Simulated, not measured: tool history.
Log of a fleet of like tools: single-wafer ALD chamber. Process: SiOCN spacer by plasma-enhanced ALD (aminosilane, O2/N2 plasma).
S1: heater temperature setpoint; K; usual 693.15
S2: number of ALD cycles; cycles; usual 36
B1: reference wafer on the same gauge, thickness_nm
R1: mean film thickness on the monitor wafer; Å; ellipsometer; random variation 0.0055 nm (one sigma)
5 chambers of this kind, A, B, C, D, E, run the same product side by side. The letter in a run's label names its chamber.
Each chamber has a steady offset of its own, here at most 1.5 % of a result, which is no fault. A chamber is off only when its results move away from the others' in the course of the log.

run	hour	S1	S2	B1	R1
1D	15.7	693.15	36	2.19	20.64
2B	29.6	693.15	36	2.1897	20.287
3C	37.8	693.15	36	2.1906	20.627
4E	52.2	693.15	36	2.1901	20.509
5A	68.4	693.15	36	2.1888	20.248
# hour 73.3: chamber C: thermocouple changed; heater temperature recalibrated
6E	81.5	693.15	36	2.1883	20.424
7C	97.1	693.15	36	2.1905	20.583
8D	111.8	705.15	41	2.1901	22.738
9A	119.7	705.15	41	2.19	22.193
10B	135.7	705.15	41	2.1892	22.265
11A	144.3	705.15	41	2.1897	22.259
12E	154.3	705.15	41	2.19	22.549
13B	163.7	693.15	36	2.1903	20.321
14D	172.2	693.15	36	2.19	20.749
15C	187.7	693.15	36	2.1888	20.53
16A	198.8	697.15	36	2.1889	20.075
17C	208.7	697.15	36	2.1894	20.294
18E	218.1	697.15	36	2.1895	20.301
# hour 220.8: chamber D: thermocouple changed; heater temperature recalibrated
19D	234.3	697.15	36	2.1902	20.45
20B	250	697.15	36	2.1903	20.078
21A	258.7	693.15	36	2.1904	20.4
22B	274.4	705.15	32	2.1907	17.392
23D	289.4	705.15	32	2.1903	17.754
24E	299.2	705.15	32	2.1889	17.354
25C	311.3	705.15	32	2.1886	17.674
26C	326.4	705.15	32	2.1905	17.615
27A	336.3	693.15	36	2.1904	20.347
28B	347.7	693.15	36	2.1906	20.326
29E	355.4	706.15	29	2.189	15.613
30D	364.7	706.15	29	2.1901	16.003
31C	377.8	706.15	29	2.1889	15.808
32E	389.6	706.15	29	2.1896	15.562
33B	401.5	706.15	29	2.1914	15.686

What goes on in this fleet: one chamber off, a drifting gauge, or nothing beyond the chambers' own small offsets? Name the chamber and the cause, if any.

Chamber E drifts away from the others.
Cause: wafer temperature above the value expected at the setpoint (K) = 5.3.

Here are 4 candidates for chamber E's next run, each the usual settings with a change, their results left as question marks. Which one brings its results back in line with what the others give on the usual settings?
In line means no further than this from the other chambers' mean on the usual settings: R1 0.19 Å
34E-1	413.2	698.15	36		?
34E-2	413.2	703.15	36		?
34E-3	413.2	692.15	37		?
34E-4	413.2	688.15	36		?

The other chambers' mean on the usual settings: R1 20.483 Å
run	R1
34E-1	19.805
34E-2	19.476
34E-3	20.759
34E-4	20.461
34E-4 brings the chamber back in line.
